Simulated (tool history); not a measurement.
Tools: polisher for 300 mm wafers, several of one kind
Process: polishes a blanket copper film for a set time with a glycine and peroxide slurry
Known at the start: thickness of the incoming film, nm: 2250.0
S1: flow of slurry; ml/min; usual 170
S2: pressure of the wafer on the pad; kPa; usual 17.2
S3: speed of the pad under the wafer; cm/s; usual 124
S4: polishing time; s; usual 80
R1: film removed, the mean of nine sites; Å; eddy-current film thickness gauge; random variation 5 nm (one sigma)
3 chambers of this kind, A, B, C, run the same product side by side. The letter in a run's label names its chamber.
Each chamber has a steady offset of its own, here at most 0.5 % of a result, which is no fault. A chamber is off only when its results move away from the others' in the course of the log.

-- hour=0.2 chamber B: worn pad replaced by a new one
run 1A hour=4.4 | S1=170 S2=17.2 S3=124 S4=80 | R1=4794.2
run 2B hour=9.0 | S1=170 S2=17.2 S3=124 S4=80 | R1=4853.3
run 3C hour=15.5 | S1=170 S2=17.2 S3=124 S4=80 | R1=4771.2
run 4A hour=19.3 | S1=170 S2=17.2 S3=124 S4=80 | R1=4826.1
-- hour=23.0 chamber C: head pressure recalibrated
run 5B hour=23.5 | S1=170 S2=17.2 S3=124 S4=80 | R1=4820.8
run 6C hour=29.1 | S1=170 S2=17.2 S3=124 S4=80 | R1=4861.1
run 7A hour=33.7 | S1=170 S2=17.2 S3=124 S4=80 | R1=4710.1
run 8B hour=36.8 | S1=170 S2=17.2 S3=124 S4=80 | R1=4933.3
-- hour=38.8 chamber C: worn pad replaced by a new one
run 9C hour=40.8 | S1=170 S2=17.2 S3=124 S4=80 | R1=4732.2
run 10A hour=46.3 | S1=170 S2=17.2 S3=124 S4=80 | R1=4678.5
run 11B hour=49.9 | S1=170 S2=17.2 S3=124 S4=80 | R1=4700.1
run 12C hour=52.8 | S1=170 S2=17.2 S3=124 S4=80 | R1=4808.5
run 13C hour=56.4 | S1=170 S2=17.2 S3=124 S4=80 | R1=4748.1
run 14A hour=60.5 | S1=170 S2=17.2 S3=124 S4=80 | R1=4598.3
run 15B hour=66.8 | S1=170 S2=17.2 S3=124 S4=56 | R1=3331.8
run 16A hour=71.9 | S1=170 S2=17.2 S3=124 S4=56 | R1=3225.3
run 17C hour=76.9 | S1=170 S2=17.2 S3=124 S4=56 | R1=3326.9
run 18B hour=80.7 | S1=170 S2=17.2 S3=124 S4=80 | R1=4915.8
-- hour=82.0 chamber C: slurry nozzle cleaned
run 19C hour=85.0 | S1=170 S2=17.2 S3=124 S4=80 | R1=4872.9
run 20A hour=91.0 | S1=170 S2=17.2 S3=158 S4=80 | R1=5509.0
run 21B hour=93.8 | S1=170 S2=17.2 S3=158 S4=80 | R1=5880.5
-- hour=96.2 chamber C: worn pad replaced by a new one
-- hour=99.5 chamber A: slurry nozzle cleaned
run 22A hour=99.6 | S1=170 S2=17.2 S3=158 S4=80 | R1=5477.7
run 23C hour=105.6 | S1=170 S2=17.2 S3=124 S4=80 | R1=4754.4
run 24B hour=108.7 | S1=170 S2=17.2 S3=124 S4=80 | R1=4722.6
run 25B hour=113.5 | S1=170 S2=17.2 S3=124 S4=80 | R1=4737.4
-- hour=118.2 chamber B: worn pad replaced by a new one
run 26C hour=120.1 | S1=170 S2=17.2 S3=124 S4=80 | R1=4741.4
run 27A hour=125.2 | S1=170 S2=17.2 S3=124 S4=80 | R1=4404.6
run 28A hour=128.9 | S1=170 S2=17.2 S3=124 S4=80 | R1=4310.2
run 29B hour=133.6 | S1=170 S2=17.2 S3=124 S4=80 | R1=4874.8
run 30C hour=136.6 | S1=170 S2=17.2 S3=124 S4=80 | R1=4684.1
run 31C hour=143.2 | S1=170 S2=17.2 S3=124 S4=80 | R1=4761.1

Next, every chamber runs the same settings. What will each give?
run 32A hour=148.0 | S1=170 S2=17.2 S3=98 S4=80 | R1=?
run 32B hour=148.0 | S1=170 S2=17.2 S3=98 S4=80 | R1=?
run 32C hour=148.0 | S1=170 S2=17.2 S3=98 S4=80 | R1=?

run=32A R1=3558.3
run=32B R1=3962.6
run=32C R1=3924.2
